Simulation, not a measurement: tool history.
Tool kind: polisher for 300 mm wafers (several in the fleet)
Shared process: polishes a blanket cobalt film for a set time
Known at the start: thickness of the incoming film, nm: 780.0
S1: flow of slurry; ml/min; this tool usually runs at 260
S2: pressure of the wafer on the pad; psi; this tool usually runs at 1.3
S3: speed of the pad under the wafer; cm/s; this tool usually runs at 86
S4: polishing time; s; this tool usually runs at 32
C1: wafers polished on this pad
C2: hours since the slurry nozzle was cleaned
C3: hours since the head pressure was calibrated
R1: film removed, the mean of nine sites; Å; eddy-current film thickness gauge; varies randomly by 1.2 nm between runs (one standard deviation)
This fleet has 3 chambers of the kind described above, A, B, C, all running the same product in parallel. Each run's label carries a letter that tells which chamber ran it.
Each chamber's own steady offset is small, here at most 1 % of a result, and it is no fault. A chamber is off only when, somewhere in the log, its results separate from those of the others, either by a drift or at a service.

At hour 5.9: chamber A: worn pad replaced by a new one.
Run 1A, hour 10.6: usual settings; C1 41; C2 480.0; C3 949.2. Result: R1 996.44 Å.
Run 2C, hour 16.7: usual settings; C1 617; C2 265.9; C3 716.6. Result: R1 979.93 Å.
Run 3B, hour 25.2: usual settings; C1 433; C2 169.6; C3 1287.5. Result: R1 990.36 Å.
Run 4A, hour 32.9: usual settings; C1 236; C2 502.3; C3 971.5. Result: R1 1019.80 Å.
At hour 41.2: chamber A: head pressure recalibrated.
Run 5B, hour 44.9: usual settings; C1 606; C2 189.3; C3 1307.2. Result: R1 993.00 Å.
Run 6C, hour 51.0: usual settings; C1 918; C2 300.2; C3 750.9. Result: R1 999.96 Å.
Run 7A, hour 57.3: usual settings; C1 451; C2 526.7; C3 16.2. Result: R1 980.32 Å.
Run 8B, hour 66.7: usual settings; C1 797; C2 211.1; C3 1329.0. Result: R1 988.77 Å.
Run 9C, hour 77.0: usual settings; C1 1147; C2 326.2; C3 776.9. Result: R1 1004.10 Å.
At hour 82.0: chamber B: worn pad replaced by a new one.
Run 10C, hour 88.8: usual settings; C1 1250; C2 338.0; C3 788.7. Result: R1 976.60 Å.
Run 11A, hour 94.2: usual settings; C1 774; C2 563.6; C3 53.1. Result: R1 962.20 Å.
At hour 96.3: chamber C: slurry nozzle cleaned.
Run 12B, hour 99.5: usual settings; C1 153; C2 243.9; C3 1361.8. Result: R1 997.18 Å.
Run 13B, hour 109.7: usual settings; C1 243; C2 254.1; C3 1372.0. Result: R1 989.26 Å.
Run 14A, hour 116.2: usual settings but S2 1.0 psi; C1 967; C2 585.6; C3 75.1. Result: R1 784.05 Å.
Run 15C, hour 126.2: usual settings but S2 1.0 psi; C1 1578; C2 30.0; C3 826.1. Result: R1 743.26 Å.
Run 16C, hour 134.3: usual settings but S2 1.0 psi; C1 1649; C2 38.1; C3 834.2. Result: R1 746.82 Å.
Run 17A, hour 144.6: usual settings but S2 0.8 psi, S3 96 cm/s; C1 1217; C2 614.0; C3 103.5. Result: R1 679.87 Å.
At hour 147.5: chamber A: worn pad replaced by a new one.
Run 18B, hour 150.7: usual settings but S2 0.8 psi, S3 96 cm/s; C1 603; C2 295.1; C3 1413.0. Result: R1 684.76 Å.
Run 19B, hour 160.2: usual settings but S2 0.8 psi, S3 96 cm/s; C1 686; C2 304.6; C3 1422.5. Result: R1 674.47 Å.
Run 20A, hour 167.1: usual settings; C1 172; C2 636.5; C3 126.0. Result: R1 976.30 Å.
Run 21C, hour 172.9: usual settings; C1 1988; C2 76.7; C3 872.8. Result: R1 964.99 Å.
At hour 177.0: chamber B: worn pad replaced by a new one.
Run 22B, hour 184.0: usual settings but S3 102 cm/s; C1 61; C2 328.4; C3 1446.3. Result: R1 1178.80 Å.
Run 23A, hour 192.7: usual settings but S3 102 cm/s; C1 397; C2 662.1; C3 151.6. Result: R1 1175.90 Å.
Run 24C, hour 198.8: usual settings but S3 102 cm/s; C1 2215; C2 102.6; C3 898.7. Result: R1 1117.50 Å.
Run 25A, hour 209.1: usual settings; C1 541; C2 678.5; C3 168.0. Result: R1 1003.20 Å.
Run 26C, hour 219.4: usual settings; C1 2396; C2 123.2; C3 919.3. Result: R1 907.06 Å.
Run 27B, hour 229.1: usual settings; C1 457; C2 373.5; C3 1491.4. Result: R1 989.14 Å.
Run 28A, hour 240.6: usual settings but S1 220 ml/min; C1 817; C2 710.0; C3 199.5. Result: R1 978.48 Å.
Run 29B, hour 250.8: usual settings but S1 220 ml/min; C1 647; C2 395.2; C3 1513.1. Result: R1 968.96 Å.
At hour 252.5: chamber A: slurry nozzle cleaned.
Run 30C, hour 259.1: usual settings but S1 220 ml/min; C1 2744; C2 162.9; C3 959.0. Result: R1 921.51 Å.
Run 31C, hour 265.1: usual settings; C1 2797; C2 168.9; C3 965.0. Result: R1 925.18 Å.
At hour 269.0: chamber A: worn pad replaced by a new one.
Run 32A, hour 272.4: usual settings; C1 30; C2 20.0; C3 231.3. Result: R1 989.78 Å.

Next, every chamber runs the same settings. What will each give?
Run 33A, hour 281.1: usual settings but S1 190 ml/min. Result: R1 ?.
Run 33B, hour 281.1: usual settings but S1 190 ml/min. Result: R1 ?.
Run 33C, hour 281.1: usual settings but S1 190 ml/min. Result: R1 ?.

run      R1
33A  970.74
33B  941.65
33C  880.11
